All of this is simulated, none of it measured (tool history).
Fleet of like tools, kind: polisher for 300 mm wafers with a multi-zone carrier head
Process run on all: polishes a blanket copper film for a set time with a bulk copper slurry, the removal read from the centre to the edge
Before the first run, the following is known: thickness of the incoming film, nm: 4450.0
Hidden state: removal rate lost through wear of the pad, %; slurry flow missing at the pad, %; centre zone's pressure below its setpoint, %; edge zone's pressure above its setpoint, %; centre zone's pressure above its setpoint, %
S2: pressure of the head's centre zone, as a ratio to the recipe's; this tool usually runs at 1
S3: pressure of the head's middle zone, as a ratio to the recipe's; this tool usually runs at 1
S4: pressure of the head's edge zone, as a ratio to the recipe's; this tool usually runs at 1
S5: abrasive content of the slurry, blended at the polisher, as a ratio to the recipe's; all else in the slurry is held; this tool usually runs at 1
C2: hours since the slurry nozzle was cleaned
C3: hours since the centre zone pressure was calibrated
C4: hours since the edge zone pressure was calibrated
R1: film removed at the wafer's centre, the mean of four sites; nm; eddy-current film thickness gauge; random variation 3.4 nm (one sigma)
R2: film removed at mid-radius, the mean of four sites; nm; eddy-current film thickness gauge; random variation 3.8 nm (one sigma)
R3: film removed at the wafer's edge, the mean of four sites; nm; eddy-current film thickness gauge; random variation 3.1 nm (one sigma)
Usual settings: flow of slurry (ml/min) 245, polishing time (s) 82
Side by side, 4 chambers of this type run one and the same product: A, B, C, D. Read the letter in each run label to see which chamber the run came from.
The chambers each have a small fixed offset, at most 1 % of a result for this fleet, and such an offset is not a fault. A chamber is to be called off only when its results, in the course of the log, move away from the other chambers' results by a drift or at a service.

At hour 6.7: chamber D: worn pad replaced by a new one.
At hour 8.1: chamber C: centre zone pressure recalibrated.
At hour 11.5: chamber C: worn pad replaced by a new one.
Run 1A, hour 11.7: usual settings; wafers polished on this pad 442; C2 328.7; C3 1051; C4 1211. Result: R1 450 nm, R2 447.23 nm, R3 451.27 nm.
At hour 17: chamber A: edge zone pressure recalibrated.
Run 2B, hour 19.6: usual settings; wafers polished on this pad 771; C2 601.8; C3 160; C4 365.4. Result: R1 454.29 nm, R2 455.88 nm, R3 445.11 nm.
At hour 24.9: chamber B: worn pad replaced by a new one.
Run 3D, hour 30.8: usual settings; wafers polished on this pad 271; C2 405.1; C3 982.6; C4 509.8. Result: R1 448.23 nm, R2 453.9 nm, R3 438.46 nm.
Run 4C, hour 42.7: usual settings; wafers polished on this pad 350; C2 71.2; C3 34.7; C4 209. Result: R1 442.14 nm, R2 448.31 nm, R3 444.06 nm.
Run 5C, hour 53: usual settings; wafers polished on this pad 466; C2 81.5; C3 45; C4 219.3. Result: R1 448.31 nm, R2 449.23 nm, R3 443.13 nm.
Run 6A, hour 67.3: usual settings; wafers polished on this pad 1065; C2 384.3; C3 1106.6; C4 50.3. Result: R1 457.39 nm, R2 450.22 nm, R3 448.68 nm.
At hour 69.5: chamber C: worn pad replaced by a new one.
Run 7B, hour 75.2: usual settings; wafers polished on this pad 564; C2 657.4; C3 215.6; C4 421. Result: R1 448.65 nm, R2 447.33 nm, R3 449.63 nm.
At hour 82.1: chamber A: slurry nozzle cleaned.
At hour 87.3: chamber D: worn pad replaced by a new one.
Run 8D, hour 87.6: usual settings; wafers polished on this pad 4; C2 461.9; C3 1039.4; C4 566.6. Result: R1 448.38 nm, R2 448.34 nm, R3 442.95 nm.
At hour 94.4: chamber B: slurry nozzle cleaned.
Run 9C, hour 94.9: usual settings; wafers polished on this pad 285; C2 123.4; C3 86.9; C4 261.2. Result: R1 440.33 nm, R2 447.34 nm, R3 445.06 nm.
At hour 103.2: chamber B: worn pad replaced by a new one.
Run 10B, hour 104.5: usual settings; wafers polished on this pad 14; C2 10.1; C3 244.9; C4 450.3. Result: R1 448.27 nm, R2 449.58 nm, R3 450.04 nm.
At hour 107.1: chamber A: worn pad replaced by a new one.
Run 11D, hour 119.2: usual settings; wafers polished on this pad 358; C2 493.5; C3 1071; C4 598.2. Result: R1 453.29 nm, R2 444.14 nm, R3 448.18 nm.
At hour 121.5: chamber D: slurry nozzle cleaned.
At hour 124.6: chamber C: worn pad replaced by a new one.
Run 12A, hour 129: usual settings; wafers polished on this pad 245; C2 47; C3 1168.3; C4 112. Result: R1 459.39 nm, R2 444.68 nm, R3 452.65 nm.
Run 13D, hour 139.3: usual settings; wafers polished on this pad 583; C2 17.8; C3 1091.1; C4 618.3. Result: R1 445.73 nm, R2 449.08 nm, R3 447.75 nm.
Run 14A, hour 151.1: usual settings; wafers polished on this pad 493; C2 69.1; C3 1190.4; C4 134.1. Result: R1 453.94 nm, R2 442.55 nm, R3 453.43 nm.
At hour 155.3: chamber D: centre zone pressure recalibrated.
At hour 164.3: chamber D: worn pad replaced by a new one.
Run 15C, hour 165.8: usual settings; wafers polished on this pad 463; C2 194.3; C3 157.8; C4 332.1. Result: R1 436.79 nm, R2 452.27 nm, R3 445.7 nm.
At hour 166.8: chamber C: slurry nozzle cleaned.
At hour 168.4: chamber B: worn pad replaced by a new one.
At hour 169: chamber D: edge zone pressure recalibrated.
Run 16B, hour 177.2: usual settings; wafers polished on this pad 99; C2 82.8; C3 317.6; C4 523. Result: R1 446.66 nm, R2 450.33 nm, R3 446.85 nm.
At hour 180.8: chamber C: worn pad replaced by a new one.
Run 17B, hour 187.8: usual settings; wafers polished on this pad 218; C2 93.4; C3 328.2; C4 533.6. Result: R1 452.61 nm, R2 442.88 nm, R3 447.59 nm.
Run 18A, hour 200.8: usual settings; wafers polished on this pad 1050; C2 118.8; C3 1240.1; C4 183.8. Result: R1 452.06 nm, R2 442.36 nm, R3 448.47 nm.
Run 19C, hour 214.6: usual settings but S3 0.91, S4 1.11; wafers polished on this pad 379; C2 47.8; C3 206.6; C4 380.9. Result: R1 446.45 nm, R2 412.8 nm, R3 470.86 nm.
At hour 217.1: chamber A: worn pad replaced by a new one.
Run 20D, hour 221.7: usual settings but S3 0.91, S4 1.11; wafers polished on this pad 644; C2 100.2; C3 66.4; C4 52.8. Result: R1 475.59 nm, R2 413.73 nm, R3 477.25 nm.
Run 21A, hour 230.7: usual settings but S3 0.91, S4 1.11; wafers polished on this pad 153; C2 148.7; C3 1270; C4 213.7. Result: R1 452.06 nm, R2 407.51 nm, R3 482.85 nm.
At hour 231.1: chamber C: edge zone pressure recalibrated.
At hour 241.9: chamber C: worn pad replaced by a new one.
Run 22C, hour 243.7: usual settings but S3 0.91, S4 1.11; wafers polished on this pad 20; C2 76.9; C3 235.7; C4 12.6. Result: R1 443.35 nm, R2 413.96 nm, R3 473.5 nm.
At hour 249.1: chamber B: worn pad replaced by a new one.
Run 23D, hour 254.5: usual settings; wafers polished on this pad 1012; C2 133; C3 99.2; C4 85.6. Result: R1 471.64 nm, R2 451.41 nm, R3 443.97 nm.
At hour 256: chamber D: worn pad replaced by a new one.
Run 24B, hour 265.8: usual settings; wafers polished on this pad 188; C2 171.4; C3 406.2; C4 611.6. Result: R1 452.97 nm, R2 447.9 nm, R3 448.5 nm.
Run 25D, hour 277: usual settings; wafers polished on this pad 235; C2 155.5; C3 121.7; C4 108.1. Result: R1 472.35 nm, R2 451.15 nm, R3 442.21 nm.
Run 26C, hour 284.1: usual settings; wafers polished on this pad 473; C2 117.3; C3 276.1; C4 53. Result: R1 450.31 nm, R2 451.52 nm, R3 442.96 nm.
Run 27A, hour 295.7: usual settings; wafers polished on this pad 882; C2 213.7; C3 1335; C4 278.7. Result: R1 450.26 nm, R2 443.57 nm, R3 447.25 nm.

Predict what each chamber gives when all 4 of them run the settings below next.
Run 28A, hour 306.7: usual settings but S4 0.92. Result: R1 ?, R2 ?, R3 ?.
Run 28B, hour 306.7: usual settings but S4 0.92. Result: R1 ?, R2 ?, R3 ?.
Run 28C, hour 306.7: usual settings but S4 0.92. Result: R1 ?, R2 ?, R3 ?.
Run 28D, hour 306.7: usual settings but S4 0.92. Result: R1 ?, R2 ?, R3 ?.

run      R1      R2      R3
28A  460.54  441.04  428.04
28B  451.91  449.26  426.59
28C  438.56  441.78  428.24
28D  484.38  450.78  425.23
